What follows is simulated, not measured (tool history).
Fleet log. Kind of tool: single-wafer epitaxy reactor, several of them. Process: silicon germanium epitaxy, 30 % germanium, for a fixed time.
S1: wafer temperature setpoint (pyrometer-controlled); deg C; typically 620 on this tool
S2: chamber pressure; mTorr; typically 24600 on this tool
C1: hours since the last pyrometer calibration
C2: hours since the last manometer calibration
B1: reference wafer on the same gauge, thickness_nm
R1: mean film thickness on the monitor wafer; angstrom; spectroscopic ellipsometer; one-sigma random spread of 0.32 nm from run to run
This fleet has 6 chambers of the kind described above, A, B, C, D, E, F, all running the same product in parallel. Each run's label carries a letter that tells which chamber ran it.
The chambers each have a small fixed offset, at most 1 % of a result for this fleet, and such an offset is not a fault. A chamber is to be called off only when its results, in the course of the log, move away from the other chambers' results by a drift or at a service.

run	hour	S1	S2	C1	C2	B1	R1
1D	11.8	620	24600	758.9	535.7	97.169	920.20
2B	22.2	620	24600	487.4	887.4	97.284	915.62
3F	28.3	620	24600	1639.8	518.9	97.223	920.33
4C	35.5	620	24600	998.3	149.4	97.187	911.52
5E	43.3	620	24600	2808.1	570.7	97.126	916.58
6A	48.9	620	24600	568.1	994.4	97.167	917.70
7E	54.5	620	19700	2819.3	581.9	97.179	837.21
8D	62.9	620	19700	810.0	586.8	97.207	839.44
9B	73.7	620	19700	538.9	938.9	97.206	827.28
10F	85.8	620	19700	1697.3	576.4	97.256	843.64
11C	98.4	620	19700	1061.2	212.3	97.145	832.16
12A	104.9	620	19700	624.1	1050.4	97.162	836.15
13E	113.4	620	24600	2878.2	640.8	97.251	916.91
14C	120.5	620	24600	1083.3	234.4	97.174	908.78
15F	129.6	620	24600	1741.1	620.2	97.233	922.49
16B	139.5	620	24600	604.7	1004.7	97.197	913.45
17D	151.5	620	24600	898.6	675.4	97.139	919.19
18A	162.7	620	24600	681.9	1108.2	97.199	920.53
# hour 170.7: chamber D: pyrometer calibrated
19F	175.3	620	24600	1786.8	665.9	97.241	923.20
20A	184.2	620	24600	703.4	1129.7	97.140	917.42
21E	195.1	620	24600	2959.9	722.5	97.232	919.27
22D	203.4	620	24600	32.8	727.3	97.201	915.10
23C	211.8	620	24600	1174.6	325.7	97.172	909.15
# hour 217.9: chamber E: pyrometer calibrated
24B	224.0	620	24600	689.2	1089.2	97.228	905.94
25E	236.2	620	24600	18.4	763.6	97.166	915.76
26C	242.3	620	24600	1205.1	356.2	97.170	913.64
27F	250.7	620	24600	1862.2	741.3	97.125	924.52
28B	262.7	629	24600	727.9	1127.9	97.227	1061.80
29D	273.2	629	24600	102.6	797.1	97.240	1077.70
30A	283.2	629	24600	802.4	1228.7	97.240	1049.10
31C	289.8	629	24600	1252.6	403.7	97.146	1071.30
32B	298.0	629	24600	763.2	1163.2	97.153	1060.60
33E	309.4	629	24600	91.6	836.8	97.083	1076.00
34D	318.9	620	24600	148.3	842.8	97.216	917.81
35F	325.3	620	24600	1936.8	815.9	97.215	923.94
36A	337.0	620	24600	856.2	1282.5	97.190	892.97
37A	344.7	620	24600	863.9	1290.2	97.186	889.80
38F	356.3	620	24600	1967.8	846.9	97.163	918.91
# hour 359.4: chamber C: pyrometer calibrated
39C	367.2	620	24600	7.8	481.1	97.171	907.79
# hour 371.4: chamber F: capacitance manometer re-zeroed and calibrated
40B	378.8	620	24600	844.0	1244.0	97.317	900.59
41D	388.2	620	24600	217.6	912.1	97.209	910.18
42E	394.4	620	24600	176.6	921.8	97.194	916.50
43F	401.2	615	24600	2012.7	29.8	97.236	838.40

Has any chamber moved away from the others, gradually or after a service, or does the common gauge drift, or do the chambers differ only by their own small steady offsets? State the chamber and the most likely cause if one applies.

It is chamber A that slowly wanders off from its peers.
Likeliest cause: wafer temperature below the value expected at the setpoint (K) = 2.73.

Below are 4 candidate recipes for chamber A's next run, each the usual settings with a change, their results shown as question marks. Which of them brings A's results back in line with what the other chambers give on the usual settings?
In line means no further than this from the other chambers' mean on the usual settings: R1 11.00 angstrom
44A-1	410.4	620	23900				?
44A-2	410.4	618	24300				?
44A-3	410.4	620	25300				?
44A-4	410.4	622	24900				?

Average result of the remaining chambers running the usual settings: R1 914.27 angstrom
run	R1
44A-1	867.22
44A-2	843.26
44A-3	887.58
44A-4	912.90
The right change is 44A-4: it brings the chamber back within the allowed miss of the others.
